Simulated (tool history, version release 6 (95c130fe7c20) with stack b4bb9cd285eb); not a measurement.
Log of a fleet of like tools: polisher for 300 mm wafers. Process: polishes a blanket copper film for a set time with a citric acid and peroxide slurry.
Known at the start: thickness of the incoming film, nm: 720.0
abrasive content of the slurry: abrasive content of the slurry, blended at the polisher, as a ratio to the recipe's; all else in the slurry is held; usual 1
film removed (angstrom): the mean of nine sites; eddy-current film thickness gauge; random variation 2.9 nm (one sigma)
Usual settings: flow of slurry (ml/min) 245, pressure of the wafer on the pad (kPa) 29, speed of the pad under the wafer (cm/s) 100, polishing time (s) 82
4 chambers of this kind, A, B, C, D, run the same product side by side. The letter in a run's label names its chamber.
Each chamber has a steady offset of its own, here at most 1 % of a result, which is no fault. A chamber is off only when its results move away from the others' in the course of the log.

run	hour	flow of slurry (ml/min)	pressure of the wafer on the pad (kPa)	speed of the pad under the wafer (cm/s)	abrasive content of the slurry	polishing time (s)	wafers polished on this pad	hours since the slurry nozzle was cleaned	hours since the head pressure was calibrated	hours since the slurry blender was calibrated	film removed (angstrom)
1C	3.7	245	29	100	1	82	490	147	308.6	169.2	2182.1
2D	9.1	245	29	100	1	82	376	384.6	826.5	137.3	2098.2
3B	12.8	245	29	100	1	82	626	112.8	202.8	167	2185.7
4A	18.7	245	29	100	1	82	406	412.9	1422.6	90.1	2154.6
5A	24.8	245	29	100	1	82	462	419	1428.7	96.2	2178
6C	29.7	245	29	100	1	82	730	173	334.6	195.2	2140.1
7D	34.9	245	29	100	1	82	615	410.4	852.3	163.1	2162.4
8B	38.7	245	29	100	1	82	865	138.7	228.7	192.9	2146.3
# hour 38.9: chamber A: slurry nozzle cleaned
# hour 40.6: chamber A: worn pad replaced by a new one
9D	45	245	29	100	1	82	708	420.5	862.4	173.2	2165.9
# hour 47.3: chamber C: worn pad replaced by a new one
10B	50.5	245	29	100	1	82	974	150.5	240.5	204.7	2132.3
11C	53.5	245	29	100	1	82	57	196.8	358.4	219	2169.3
12A	57.7	245	29	100	1	82	158	18.9	1461.6	129.1	2181.5
13C	62	245	29	100	1	82	136	205.3	366.9	227.5	2179.3
14D	66	245	29	100	1	82	902	441.5	883.4	194.2	2137.2
15A	71.8	245	29	100	1	82	288	33	1475.7	143.2	2198.1
# hour 75.5: chamber D: head pressure recalibrated
16B	75.5	245	29	100	1	82	1205	175.5	265.5	229.7	2189.7
17C	81.4	245	29	100	1	82	315	224.7	386.3	246.9	2118.3
18A	85.3	245	29	100	1	82	413	46.5	1489.2	156.7	2176.5
# hour 87.2: chamber B: worn pad replaced by a new one
19B	90.4	245	29	100	1	82	29	190.4	280.4	244.6	2112.4
20D	96	295	29	100	1	82	1179	471.5	20.5	224.2	2146.9
# hour 99.4: chamber A: slurry blender recalibrated
# hour 101.1: chamber A: worn pad replaced by a new one
21D	102.2	295	29	100	1	82	1236	477.7	26.7	230.4	2125.5
22C	109	295	29	100	1	82	570	252.3	413.9	274.5	2182.3
23B	113.5	295	29	100	1	82	243	213.5	303.5	267.7	2218.4
# hour 116.1: chamber D: slurry nozzle cleaned
24A	118.7	245	29	100	1	82	163	79.9	1522.6	19.3	2250.7
25B	123.7	245	29	130	1.15	82	337	223.7	313.7	277.9	2889.8
# hour 124.9: chamber A: head pressure recalibrated
26C	126.9	245	29	130	1.15	82	735	270.2	431.8	292.4	2908.7
27A	133.4	245	29	130	1.15	82	299	94.6	8.5	34	3008.5
28D	139.4	245	29	130	1.15	82	1579	23.3	63.9	267.6	2670.6
29A	144.6	245	29	100	1	82	402	105.8	19.7	45.2	2142.9
30C	147.9	245	29	100	0.8	82	929	291.2	452.8	313.4	2021.5
31B	152.8	245	29	100	0.8	82	606	252.8	342.8	307	2058.5
# hour 154.3: chamber B: slurry blender recalibrated
32D	158.7	245	29	100	0.8	82	1758	42.6	83.2	286.9	1901.4
# hour 163.5: chamber A: worn pad replaced by a new one
33C	163.5	245	29	100	0.8	82	1073	306.8	468.4	329	2071.4
34A	167.8	245	29	100	1	82	39	129	42.9	68.4	2177.7
# hour 168.9: chamber C: worn pad replaced by a new one
35D	172	245	29	100	1	82	1880	55.9	96.5	300.2	1929.9
36B	177.2	245	29	100	1	82	831	277.2	367.2	23	2169.2
37B	182.6	245	29	100	1	82	881	282.6	372.6	28.4	2229.1
38A	186.5	245	29	100	1	82	212	147.7	61.6	87.1	2208.8
# hour 187.4: chamber C: slurry blender recalibrated
39C	191.2	245	29	100	1	82	206	334.5	496.1	3.9	2145.9
40D	195.7	245	29	100	1	82	2099	79.6	120.2	323.9	2006.1
41C	199.1	245	29	100	1	82	279	342.4	504	11.8	2193
42A	205.9	245	29	100	1	82	391	167.1	81	106.5	2158.4
43D	209.5	245	29	100	1	82	2227	93.4	134	337.7	1913.6
# hour 212.5: chamber B: worn pad replaced by a new one
44B	213	245	29	100	1	82	4	313	403	58.8	2143.7

Is one chamber off against the others, does the gauge drift, or is nothing wrong? If a chamber is off, say which, and what the likeliest cause is.

Chamber D drifts away from the others.
Cause: removal rate lost through wear of the pad, % = 10.6.
The log may not tell that from: abrasive missing from the slurry, %.

Here are 4 candidates for chamber D's next run, each the usual settings with a change, their results left as question marks. Which one brings its results back in line with what the others give on the usual settings?
In line means no further than this from the other chambers' mean on the usual settings: film removed (angstrom) 100
45D-1	217.9	245	29	104	1	82					?
45D-2	217.9	245	27.6	96	1	79					?
45D-3	217.9	245	29	96	1	82					?
45D-4	217.9	245	30.3	100	1	87					?

The other chambers' mean on the usual settings: film removed (angstrom) 2171
run	film removed (angstrom)
45D-1	2009.3
45D-2	1706.4
45D-3	1859.5
45D-4	2149.8
45D-4 brings the chamber back in line.
